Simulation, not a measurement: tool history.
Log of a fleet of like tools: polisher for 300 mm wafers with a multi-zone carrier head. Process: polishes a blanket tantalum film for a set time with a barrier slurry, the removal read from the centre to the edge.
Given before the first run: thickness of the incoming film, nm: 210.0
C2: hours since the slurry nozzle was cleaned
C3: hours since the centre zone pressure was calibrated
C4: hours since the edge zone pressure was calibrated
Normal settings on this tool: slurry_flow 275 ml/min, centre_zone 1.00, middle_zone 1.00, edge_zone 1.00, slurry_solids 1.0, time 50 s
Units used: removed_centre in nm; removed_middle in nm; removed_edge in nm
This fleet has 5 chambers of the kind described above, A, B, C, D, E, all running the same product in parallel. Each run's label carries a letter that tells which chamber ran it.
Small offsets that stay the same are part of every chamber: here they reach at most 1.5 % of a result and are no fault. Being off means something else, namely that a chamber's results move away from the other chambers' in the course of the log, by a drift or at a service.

{"hour": 1.3, "done": "chamber E: worn pad replaced by a new one"}
{"run": "1D", "hour": 10.9, "slurry_flow": 275, "centre_zone": 1.0, "middle_zone": 1.0, "edge_zone": 1.0, "slurry_solids": 1.0, "time": 50, "wafers polished on this pad": 966, "C2": 260.0, "C3": 1454.1, "C4": 327.0, "removed_centre": 70.936, "removed_middle": 73.569, "removed_edge": 73.165}
{"hour": 21.3, "done": "chamber A: worn pad replaced by a new one"}
{"run": "2A", "hour": 24.0, "slurry_flow": 275, "centre_zone": 1.0, "middle_zone": 1.0, "edge_zone": 1.0, "slurry_solids": 1.0, "time": 50, "wafers polished on this pad": 42, "C2": 372.3, "C3": 447.5, "C4": 425.5, "removed_centre": 74.94, "removed_middle": 72.125, "removed_edge": 72.512}
{"hour": 32.9, "done": "chamber B: worn pad replaced by a new one"}
{"hour": 35.1, "done": "chamber C: worn pad replaced by a new one"}
{"run": "3E", "hour": 38.4, "slurry_flow": 275, "centre_zone": 1.0, "middle_zone": 1.0, "edge_zone": 1.0, "slurry_solids": 1.0, "time": 50, "wafers polished on this pad": 575, "C2": 328.0, "C3": 485.7, "C4": 66.7, "removed_centre": 72.393, "removed_middle": 73.205, "removed_edge": 73.295}
{"hour": 42.6, "done": "chamber D: edge zone pressure recalibrated"}
{"run": "4C", "hour": 47.3, "slurry_flow": 275, "centre_zone": 1.0, "middle_zone": 1.0, "edge_zone": 1.0, "slurry_solids": 1.0, "time": 50, "wafers polished on this pad": 189, "C2": 170.9, "C3": 93.1, "C4": 137.9, "removed_centre": 72.457, "removed_middle": 72.316, "removed_edge": 73.418}
{"hour": 54.8, "done": "chamber D: worn pad replaced by a new one"}
{"run": "5B", "hour": 58.2, "slurry_flow": 275, "centre_zone": 1.0, "middle_zone": 1.0, "edge_zone": 1.0, "slurry_solids": 1.0, "time": 50, "wafers polished on this pad": 393, "C2": 180.2, "C3": 256.4, "C4": 523.1, "removed_centre": 72.95, "removed_middle": 71.937, "removed_edge": 73.83}
{"hour": 60.2, "done": "chamber D: centre zone pressure recalibrated"}
{"run": "6A", "hour": 67.9, "slurry_flow": 275, "centre_zone": 1.0, "middle_zone": 1.08, "edge_zone": 1.08, "slurry_solids": 1.0, "time": 50, "wafers polished on this pad": 723, "C2": 416.2, "C3": 491.4, "C4": 469.4, "removed_centre": 74.067, "removed_middle": 77.056, "removed_edge": 75.069}
{"run": "7B", "hour": 77.0, "slurry_flow": 275, "centre_zone": 1.0, "middle_zone": 1.08, "edge_zone": 1.08, "slurry_solids": 1.0, "time": 50, "wafers polished on this pad": 685, "C2": 199.0, "C3": 275.2, "C4": 541.9, "removed_centre": 73.088, "removed_middle": 78.909, "removed_edge": 76.554}
{"hour": 85.1, "done": "chamber E: worn pad replaced by a new one"}
{"run": "8E", "hour": 92.2, "slurry_flow": 275, "centre_zone": 1.0, "middle_zone": 1.08, "edge_zone": 1.08, "slurry_solids": 1.0, "time": 50, "wafers polished on this pad": 111, "C2": 381.8, "C3": 539.5, "C4": 120.5, "removed_centre": 73.284, "removed_middle": 79.363, "removed_edge": 75.716}
{"run": "9C", "hour": 102.9, "slurry_flow": 275, "centre_zone": 1.0, "middle_zone": 1.08, "edge_zone": 1.08, "slurry_solids": 1.0, "time": 50, "wafers polished on this pad": 1052, "C2": 226.5, "C3": 148.7, "C4": 193.5, "removed_centre": 72.873, "removed_middle": 78.558, "removed_edge": 77.205}
{"hour": 109.5, "done": "chamber A: worn pad replaced by a new one"}
{"run": "10D", "hour": 111.1, "slurry_flow": 275, "centre_zone": 1.0, "middle_zone": 1.08, "edge_zone": 1.08, "slurry_solids": 1.0, "time": 50, "wafers polished on this pad": 874, "C2": 360.2, "C3": 51.0, "C4": 68.6, "removed_centre": 70.859, "removed_middle": 77.364, "removed_edge": 77.046}
{"run": "11C", "hour": 124.3, "slurry_flow": 275, "centre_zone": 0.91, "middle_zone": 1.0, "edge_zone": 1.0, "slurry_solids": 1.0, "time": 50, "wafers polished on this pad": 1383, "C2": 247.9, "C3": 170.1, "C4": 214.9, "removed_centre": 65.568, "removed_middle": 72.025, "removed_edge": 74.124}
{"hour": 125.6, "done": "chamber B: worn pad replaced by a new one"}
{"run": "12B", "hour": 136.7, "slurry_flow": 275, "centre_zone": 0.91, "middle_zone": 1.0, "edge_zone": 1.0, "slurry_solids": 1.0, "time": 50, "wafers polished on this pad": 172, "C2": 258.7, "C3": 334.9, "C4": 601.6, "removed_centre": 65.026, "removed_middle": 73.326, "removed_edge": 73.873}
{"hour": 140.1, "done": "chamber C: worn pad replaced by a new one"}
{"run": "13A", "hour": 148.2, "slurry_flow": 275, "centre_zone": 0.91, "middle_zone": 1.0, "edge_zone": 1.0, "slurry_solids": 1.0, "time": 50, "wafers polished on this pad": 600, "C2": 496.5, "C3": 571.7, "C4": 549.7, "removed_centre": 66.08, "removed_middle": 72.472, "removed_edge": 72.135}
{"hour": 154.7, "done": "chamber D: worn pad replaced by a new one"}
{"run": "14D", "hour": 161.0, "slurry_flow": 275, "centre_zone": 0.91, "middle_zone": 1.0, "edge_zone": 1.0, "slurry_solids": 1.0, "time": 50, "wafers polished on this pad": 98, "C2": 410.1, "C3": 100.9, "C4": 118.5, "removed_centre": 65.72, "removed_middle": 72.361, "removed_edge": 73.927}
{"run": "15E", "hour": 176.2, "slurry_flow": 275, "centre_zone": 0.91, "middle_zone": 1.0, "edge_zone": 1.0, "slurry_solids": 1.0, "time": 50, "wafers polished on this pad": 1414, "C2": 465.8, "C3": 623.5, "C4": 204.5, "removed_centre": 65.735, "removed_middle": 71.029, "removed_edge": 73.675}
{"hour": 183.1, "done": "chamber E: worn pad replaced by a new one"}
{"run": "16E", "hour": 185.3, "slurry_flow": 275, "centre_zone": 1.0, "middle_zone": 1.0, "edge_zone": 1.0, "slurry_solids": 1.0, "time": 50, "wafers polished on this pad": 34, "C2": 474.9, "C3": 632.6, "C4": 213.6, "removed_centre": 73.179, "removed_middle": 73.636, "removed_edge": 73.088}
{"run": "17A", "hour": 192.8, "slurry_flow": 275, "centre_zone": 1.0, "middle_zone": 1.0, "edge_zone": 1.0, "slurry_solids": 1.0, "time": 50, "wafers polished on this pad": 1292, "C2": 541.1, "C3": 616.3, "C4": 594.3, "removed_centre": 72.39, "removed_middle": 73.334, "removed_edge": 71.578}
{"hour": 202.4, "done": "chamber A: worn pad replaced by a new one"}
{"run": "18B", "hour": 203.1, "slurry_flow": 275, "centre_zone": 1.0, "middle_zone": 1.0, "edge_zone": 1.0, "slurry_solids": 1.0, "time": 50, "wafers polished on this pad": 1202, "C2": 325.1, "C3": 401.3, "C4": 668.0, "removed_centre": 72.27, "removed_middle": 73.112, "removed_edge": 72.86}
{"hour": 212.7, "done": "chamber B: worn pad replaced by a new one"}
{"run": "19D", "hour": 218.7, "slurry_flow": 275, "centre_zone": 1.0, "middle_zone": 1.0, "edge_zone": 1.0, "slurry_solids": 1.0, "time": 50, "wafers polished on this pad": 993, "C2": 467.8, "C3": 158.6, "C4": 176.2, "removed_centre": 71.953, "removed_middle": 72.501, "removed_edge": 72.728}
{"run": "20C", "hour": 227.7, "slurry_flow": 275, "centre_zone": 1.0, "middle_zone": 1.0, "edge_zone": 1.0, "slurry_solids": 1.0, "time": 50, "wafers polished on this pad": 1359, "C2": 351.3, "C3": 273.5, "C4": 318.3, "removed_centre": 71.517, "removed_middle": 72.016, "removed_edge": 74.251}
{"hour": 232.9, "done": "chamber C: worn pad replaced by a new one"}
{"run": "21A", "hour": 238.3, "slurry_flow": 275, "centre_zone": 1.0, "middle_zone": 1.0, "edge_zone": 1.0, "slurry_solids": 1.0, "time": 50, "wafers polished on this pad": 557, "C2": 586.6, "C3": 661.8, "C4": 639.8, "removed_centre": 73.127, "removed_middle": 72.143, "removed_edge": 72.037}
{"hour": 241.9, "done": "chamber E: slurry nozzle cleaned"}
{"hour": 244.2, "done": "chamber D: worn pad replaced by a new one"}
{"hour": 250.3, "done": "chamber D: slurry nozzle cleaned"}
{"run": "22C", "hour": 250.9, "slurry_flow": 275, "centre_zone": 1.0, "middle_zone": 1.0, "edge_zone": 1.0, "slurry_solids": 1.0, "time": 50, "wafers polished on this pad": 280, "C2": 374.5, "C3": 296.7, "C4": 341.5, "removed_centre": 70.886, "removed_middle": 72.415, "removed_edge": 72.547}
{"run": "23E", "hour": 259.1, "slurry_flow": 275, "centre_zone": 1.0, "middle_zone": 1.0, "edge_zone": 1.0, "slurry_solids": 1.0, "time": 50, "wafers polished on this pad": 1179, "C2": 17.2, "C3": 706.4, "C4": 287.4, "removed_centre": 73.821, "removed_middle": 72.853, "removed_edge": 74.129}
{"hour": 272.9, "done": "chamber E: centre zone pressure recalibrated"}
{"run": "24B", "hour": 274.0, "slurry_flow": 275, "centre_zone": 1.0, "middle_zone": 1.0, "edge_zone": 1.0, "slurry_solids": 1.0, "time": 50, "wafers polished on this pad": 950, "C2": 396.0, "C3": 472.2, "C4": 738.9, "removed_centre": 72.112, "removed_middle": 72.201, "removed_edge": 72.388}
{"hour": 279.1, "done": "chamber E: worn pad replaced by a new one"}
{"run": "25D", "hour": 285.7, "slurry_flow": 275, "centre_zone": 1.0, "middle_zone": 1.0, "edge_zone": 1.0, "slurry_solids": 1.0, "time": 50, "wafers polished on this pad": 644, "C2": 35.4, "C3": 225.6, "C4": 243.2, "removed_centre": 71.147, "removed_middle": 72.424, "removed_edge": 72.973}
{"hour": 290.4, "done": "chamber A: worn pad replaced by a new one"}
{"hour": 297.8, "done": "chamber B: worn pad replaced by a new one"}
{"run": "26A", "hour": 301.2, "slurry_flow": 275, "centre_zone": 1.0, "middle_zone": 1.0, "edge_zone": 1.0, "slurry_solids": 1.0, "time": 33, "wafers polished on this pad": 168, "C2": 649.5, "C3": 724.7, "C4": 702.7, "removed_centre": 46.952, "removed_middle": 47.821, "removed_edge": 47.406}
{"run": "27D", "hour": 311.0, "slurry_flow": 275, "centre_zone": 1.0, "middle_zone": 1.0, "edge_zone": 1.0, "slurry_solids": 1.0, "time": 33, "wafers polished on this pad": 1036, "C2": 60.7, "C3": 250.9, "C4": 268.5, "removed_centre": 46.69, "removed_middle": 47.367, "removed_edge": 48.861}
{"run": "28B", "hour": 319.4, "slurry_flow": 275, "centre_zone": 1.0, "middle_zone": 1.0, "edge_zone": 1.0, "slurry_solids": 1.0, "time": 33, "wafers polished on this pad": 335, "C2": 441.4, "C3": 517.6, "C4": 784.3, "removed_centre": 48.652, "removed_middle": 48.679, "removed_edge": 47.869}
{"run": "29E", "hour": 327.4, "slurry_flow": 275, "centre_zone": 1.0, "middle_zone": 1.0, "edge_zone": 1.0, "slurry_solids": 1.0, "time": 33, "wafers polished on this pad": 749, "C2": 85.5, "C3": 54.5, "C4": 355.7, "removed_centre": 47.81, "removed_middle": 47.812, "removed_edge": 48.29}
{"hour": 334.2, "done": "chamber B: slurry nozzle cleaned"}
{"hour": 341.4, "done": "chamber A: slurry nozzle cleaned"}
{"hour": 342.8, "done": "chamber C: worn pad replaced by a new one"}
{"run": "30C", "hour": 343.5, "slurry_flow": 275, "centre_zone": 1.0, "middle_zone": 1.0, "edge_zone": 1.0, "slurry_solids": 1.0, "time": 33, "wafers polished on this pad": 11, "C2": 467.1, "C3": 389.3, "C4": 434.1, "removed_centre": 47.273, "removed_middle": 48.447, "removed_edge": 47.854}
{"run": "31E", "hour": 350.8, "slurry_flow": 275, "centre_zone": 1.0, "middle_zone": 1.0, "edge_zone": 1.0, "slurry_solids": 1.0, "time": 50, "wafers polished on this pad": 1112, "C2": 108.9, "C3": 77.9, "C4": 379.1, "removed_centre": 71.914, "removed_middle": 72.78, "removed_edge": 73.662}
{"hour": 351.6, "done": "chamber D: worn pad replaced by a new one"}
{"run": "32B", "hour": 358.0, "slurry_flow": 275, "centre_zone": 1.0, "middle_zone": 1.0, "edge_zone": 1.0, "slurry_solids": 1.0, "time": 50, "wafers polished on this pad": 934, "C2": 23.8, "C3": 556.2, "C4": 822.9, "removed_centre": 73.564, "removed_middle": 73.805, "removed_edge": 72.353}
{"run": "33C", "hour": 370.0, "slurry_flow": 275, "centre_zone": 1.0, "middle_zone": 1.0, "edge_zone": 1.0, "slurry_solids": 1.0, "time": 50, "wafers polished on this pad": 422, "C2": 493.6, "C3": 415.8, "C4": 460.6, "removed_centre": 72.413, "removed_middle": 72.673, "removed_edge": 73.746}
{"hour": 379.7, "done": "chamber E: worn pad replaced by a new one"}
{"run": "34D", "hour": 380.6, "slurry_flow": 275, "centre_zone": 1.08, "middle_zone": 1.0, "edge_zone": 1.0, "slurry_solids": 0.8, "time": 50, "wafers polished on this pad": 450, "C2": 130.3, "C3": 320.5, "C4": 338.1, "removed_centre": 73.758, "removed_middle": 68.243, "removed_edge": 69.116}
{"hour": 381.8, "done": "chamber D: edge zone pressure recalibrated"}
{"run": "35A", "hour": 395.6, "slurry_flow": 275, "centre_zone": 1.08, "middle_zone": 1.0, "edge_zone": 1.0, "slurry_solids": 0.8, "time": 50, "wafers polished on this pad": 1632, "C2": 54.3, "C3": 819.1, "C4": 797.1, "removed_centre": 73.648, "removed_middle": 67.934, "removed_edge": 67.903}
{"hour": 400.0, "done": "chamber A: worn pad replaced by a new one"}
{"run": "36D", "hour": 407.7, "slurry_flow": 275, "centre_zone": 1.08, "middle_zone": 1.0, "edge_zone": 1.0, "slurry_solids": 0.8, "time": 50, "wafers polished on this pad": 871, "C2": 157.4, "C3": 347.6, "C4": 25.9, "removed_centre": 72.261, "removed_middle": 67.737, "removed_edge": 68.249}
{"hour": 409.1, "done": "chamber B: worn pad replaced by a new one"}
{"hour": 420.5, "done": "chamber B: centre zone pressure recalibrated"}
{"run": "37B", "hour": 422.5, "slurry_flow": 275, "centre_zone": 1.08, "middle_zone": 1.0, "edge_zone": 1.0, "slurry_solids": 0.8, "time": 50, "wafers polished on this pad": 208, "C2": 88.3, "C3": 2.0, "C4": 887.4, "removed_centre": 73.849, "removed_middle": 67.402, "removed_edge": 67.439}
{"hour": 428.6, "done": "chamber C: worn pad replaced by a new one"}
{"hour": 429.1, "done": "chamber A: centre zone pressure recalibrated"}
{"run": "38E", "hour": 438.1, "slurry_flow": 275, "centre_zone": 1.08, "middle_zone": 1.0, "edge_zone": 1.0, "slurry_solids": 0.8, "time": 50, "wafers polished on this pad": 906, "C2": 196.2, "C3": 165.2, "C4": 466.4, "removed_centre": 74.27, "removed_middle": 68.507, "removed_edge": 68.034}
{"run": "39A", "hour": 447.4, "slurry_flow": 275, "centre_zone": 1.0, "middle_zone": 1.0, "edge_zone": 1.1, "slurry_solids": 1.0, "time": 50, "wafers polished on this pad": 735, "C2": 106.1, "C3": 18.3, "C4": 848.9, "removed_centre": 72.825, "removed_middle": 72.891, "removed_edge": 75.535}
{"hour": 452.4, "done": "chamber D: worn pad replaced by a new one"}
{"run": "40C", "hour": 457.2, "slurry_flow": 275, "centre_zone": 1.0, "middle_zone": 1.0, "edge_zone": 1.1, "slurry_solids": 1.0, "time": 50, "wafers polished on this pad": 444, "C2": 580.8, "C3": 503.0, "C4": 547.8, "removed_centre": 72.22, "removed_middle": 72.175, "removed_edge": 77.172}
{"hour": 470.5, "done": "chamber E: worn pad replaced by a new one"}
{"run": "41D", "hour": 471.4, "slurry_flow": 275, "centre_zone": 1.0, "middle_zone": 1.0, "edge_zone": 1.1, "slurry_solids": 1.0, "time": 50, "wafers polished on this pad": 294, "C2": 221.1, "C3": 411.3, "C4": 89.6, "removed_centre": 71.929, "removed_middle": 71.931, "removed_edge": 77.534}
{"run": "42E", "hour": 487.3, "slurry_flow": 275, "centre_zone": 1.0, "middle_zone": 1.0, "edge_zone": 1.1, "slurry_solids": 1.0, "time": 50, "wafers polished on this pad": 261, "C2": 245.4, "C3": 214.4, "C4": 515.6, "removed_centre": 73.672, "removed_middle": 72.285, "removed_edge": 75.624}

All chambers now run identical settings, listed one chamber a line with results as question marks. What results will each chamber show?
{"run": "43A", "hour": 498.9, "slurry_flow": 275, "centre_zone": 1.0, "middle_zone": 1.0, "edge_zone": 1.0, "slurry_solids": 1.0, "time": 50, "removed_centre": "?", "removed_middle": "?", "removed_edge": "?"}
{"run": "43B", "hour": 498.9, "slurry_flow": 275, "centre_zone": 1.0, "middle_zone": 1.0, "edge_zone": 1.0, "slurry_solids": 1.0, "time": 50, "removed_centre": "?", "removed_middle": "?", "removed_edge": "?"}
{"run": "43C", "hour": 498.9, "slurry_flow": 275, "centre_zone": 1.0, "middle_zone": 1.0, "edge_zone": 1.0, "slurry_solids": 1.0, "time": 50, "removed_centre": "?", "removed_middle": "?", "removed_edge": "?"}
{"run": "43D", "hour": 498.9, "slurry_flow": 275, "centre_zone": 1.0, "middle_zone": 1.0, "edge_zone": 1.0, "slurry_solids": 1.0, "time": 50, "removed_centre": "?", "removed_middle": "?", "removed_edge": "?"}
{"run": "43E", "hour": 498.9, "slurry_flow": 275, "centre_zone": 1.0, "middle_zone": 1.0, "edge_zone": 1.0, "slurry_solids": 1.0, "time": 50, "removed_centre": "?", "removed_middle": "?", "removed_edge": "?"}

run=43A removed_centre=73.426 removed_middle=72.534 removed_edge=71.547
run=43B removed_centre=73.721 removed_middle=73.695 removed_edge=72.812
run=43C removed_centre=70.502 removed_middle=73.442 removed_edge=74.038
run=43D removed_centre=70.814 removed_middle=72.281 removed_edge=73.594
run=43E removed_centre=72.356 removed_middle=73.890 removed_edge=72.657
